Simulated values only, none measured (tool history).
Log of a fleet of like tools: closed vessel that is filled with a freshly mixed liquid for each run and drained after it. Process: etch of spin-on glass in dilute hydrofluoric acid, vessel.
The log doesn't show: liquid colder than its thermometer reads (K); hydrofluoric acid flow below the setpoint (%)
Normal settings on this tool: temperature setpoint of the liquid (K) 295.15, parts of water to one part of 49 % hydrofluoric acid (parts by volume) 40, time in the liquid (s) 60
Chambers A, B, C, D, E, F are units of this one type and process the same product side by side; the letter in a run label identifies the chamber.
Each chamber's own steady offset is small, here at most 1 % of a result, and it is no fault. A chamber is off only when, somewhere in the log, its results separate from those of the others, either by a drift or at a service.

run,hour,temperature setpoint of the liquid (K),parts of water to one part of 49 % hydrofluoric acid (parts by volume),time in the liquid (s),hours since the thermometer was replaced,hours since the hydrofluoric acid flow meter was replaced,"read-back film thickness of the spin-on glass reference wafer, read on the same gauge (nm)",thickness taken off the spin-on glass on a monitor wafer (Å)
1F,4.3,295.15,40,60,1444,316,90.009,572.93
2D,7.4,295.15,40,60,1705.1,602.9,89.977,581.37
3B,11.9,295.15,40,60,130.8,194.3,89.987,581.68
4E,14.3,295.15,40,60,549.7,1234.8,90.025,574.32
5A,17.5,295.15,40,60,237.3,1130.2,90.001,577.13
6C,20.3,295.15,40,60,323.3,56.9,89.959,585.13
7E,24.2,293.65,40,50,559.6,1244.7,89.98,446.36
8A,28.4,293.65,40,50,248.2,1141.1,90.015,449.05
9B,33.2,293.65,40,50,152.1,215.6,90.011,456
10D,37.3,293.65,40,50,1735,632.8,89.997,453.94
11C,41.9,293.65,40,50,344.9,78.5,90.014,448.3
12F,46,293.65,40,50,1485.7,357.7,90.002,447
# hour 47.6: chamber D: hydrofluoric acid flow meter replaced
13E,50.9,295.15,40,60,586.3,1271.4,90.018,567.38
14A,55.9,295.15,40,60,275.7,1168.6,89.997,586.77
15C,59.6,295.15,40,60,362.6,96.2,89.981,569.19
16B,64.6,295.15,40,60,183.5,247,89.99,579.49
17F,68.3,298.65,40,95,1508,380,89.998,1050.5
18D,70.5,298.65,40,95,1768.2,22.9,89.983,1064.5
19E,75,298.65,40,95,610.4,1295.5,89.998,1044.1
# hour 75.6: chamber F: thermometer replaced
20F,79.2,298.65,40,95,3.7,390.9,90.015,1029.4
21B,83,298.65,40,95,201.9,265.4,90.013,1051.2
22C,86.7,298.65,40,95,389.7,123.3,89.996,1010.5
23A,91.4,295.15,40,60,311.2,1204.1,89.988,581.68
24D,95.9,295.15,40,60,1793.6,48.3,89.994,588.8
25F,98.6,295.15,40,60,23.1,410.3,89.987,575.01
26A,102.8,295.15,40,45,322.6,1215.5,90.007,438.98
27C,106.4,295.15,40,45,409.4,143,89.991,418.07
28D,110.4,295.15,40,45,1808.1,62.8,90.001,432.16
29E,115.2,295.15,40,45,650.6,1335.7,89.983,433.02
30B,120.1,295.15,40,45,239,302.5,90.016,432
31D,125,295.15,40,45,1822.7,77.4,90.009,435.55
32A,128.9,295.15,40,60,348.7,1241.6,90.004,590.13
33E,132.8,295.15,40,60,668.2,1353.3,90.012,572.45
34C,135.6,295.15,40,60,438.6,172.2,90.004,536.48
35F,138,295.15,40,60,62.5,449.7,89.986,578.99
36B,141.4,295.15,20,60,260.3,323.8,90.006,1187.9
37E,144.8,295.15,20,60,680.2,1365.3,90.001,1173.6
38D,147.5,295.15,20,60,1845.2,99.9,90.011,1195.6
39F,150.3,295.15,20,60,74.8,462,90.005,1172.1
40C,154.4,295.15,20,60,457.4,191,89.991,1108.7
41A,157.2,295.15,20,60,377,1269.9,89.992,1175.1

One chamber off, gauge drift, or nothing amiss beyond the chambers' own small offsets? If it is a chamber, which one, and what is the likeliest cause?

Chamber C drifts away from the others.
What lies behind it: liquid colder than its thermometer reads (K) = 1.96.
With only this log, it may be confused with: hydrofluoric acid flow below the setpoint (%).

Chamber C could run next with any of the 4 candidate recipes listed below; each alters the usual settings, and their results appear as question marks. Which one brings its results back in line with what the other chambers deliver on the usual settings?
Counts as in line when no further than this from what the other chambers average on the usual settings: thickness taken off the spin-on glass on a monitor wafer (Å) 19
42C-1,160.8,293.15,40,60,,,,?
42C-2,160.8,294.65,40,60,,,,?
42C-3,160.8,295.65,40,60,,,,?
42C-4,160.8,297.15,40,60,,,,?

Average result of the remaining chambers running the usual settings: thickness taken off the spin-on glass on a monitor wafer (Å) 578.83
run,thickness taken off the spin-on glass on a monitor wafer (Å)
42C-1,490.14
42C-2,522.47
42C-3,545.07
42C-4,580.33
The answer is 42C-4, which returns the chamber to within the allowed miss of the others.

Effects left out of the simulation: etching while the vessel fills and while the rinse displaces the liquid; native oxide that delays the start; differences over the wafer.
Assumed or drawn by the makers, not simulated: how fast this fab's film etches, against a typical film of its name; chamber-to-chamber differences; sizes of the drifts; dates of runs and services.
